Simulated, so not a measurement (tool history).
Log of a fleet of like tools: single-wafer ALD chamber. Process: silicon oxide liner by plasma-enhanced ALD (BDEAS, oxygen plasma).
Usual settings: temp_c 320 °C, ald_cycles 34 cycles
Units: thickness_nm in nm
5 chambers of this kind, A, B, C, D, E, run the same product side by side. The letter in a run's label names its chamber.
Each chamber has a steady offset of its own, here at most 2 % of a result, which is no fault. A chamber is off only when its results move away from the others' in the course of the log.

run	day	temp_c	ald_cycles	read-back reference wafer on the same gauge, thickness_nm	thickness_nm
# day 0.175: chamber C: thermocouple changed; heater temperature recalibrated
1A	0.421	320	34	3.4609	3.0948
2E	0.758	320	34	3.4609	3.0932
3B	1.250	320	34	3.4603	3.0783
4C	1.800	320	34	3.4628	3.0774
5D	2.250	320	34	3.4629	3.1221
6E	2.621	320	34	3.4637	3.1014
7B	3.096	320	34	3.4649	3.0788
8C	3.446	320	34	3.4647	3.0791
9A	3.725	320	34	3.4651	3.1015
10D	4.004	320	34	3.4639	3.1272
11A	4.283	320	34	3.4659	3.0971
12E	4.738	320	34	3.4665	3.0997
13B	5.038	320	34	3.4658	3.0775
14C	5.546	320	34	3.4667	3.0826
15D	5.938	320	34	3.4674	3.1276
16E	6.367	320	34	3.4676	3.1061
17A	6.608	320	34	3.4679	3.0930
18B	7.150	320	34	3.4698	3.0914
19D	7.654	330	31	3.4693	2.8074
20C	7.958	330	31	3.4696	2.7659
21B	8.225	330	31	3.4700	2.7744
22C	8.492	330	31	3.4706	2.7709
23A	8.800	330	31	3.4710	2.7868
24D	9.171	320	34	3.4714	3.1350
25E	9.608	320	38	3.4734	3.4786
26E	10.154	320	38	3.4729	3.4735
27D	10.700	320	38	3.4749	3.5030
28C	11.175	320	38	3.4749	3.4474
29A	11.604	320	38	3.4744	3.4686
30B	12.054	320	34	3.4746	3.0860
31E	12.529	320	34	3.4755	3.1038
32B	12.867	320	34	3.4760	3.0897
33A	13.196	320	34	3.4756	3.1080
34D	13.650	320	34	3.4764	3.1336

All 5 chambers run these settings next. Forecast each chamber's results:
35A	14.046	320	28		?
35B	14.046	320	28		?
35C	14.046	320	28		?
35D	14.046	320	28		?
35E	14.046	320	28		?

run	thickness_nm
35A	2.5624
35B	2.5413
35C	2.5451
35D	2.5799
35E	2.5607
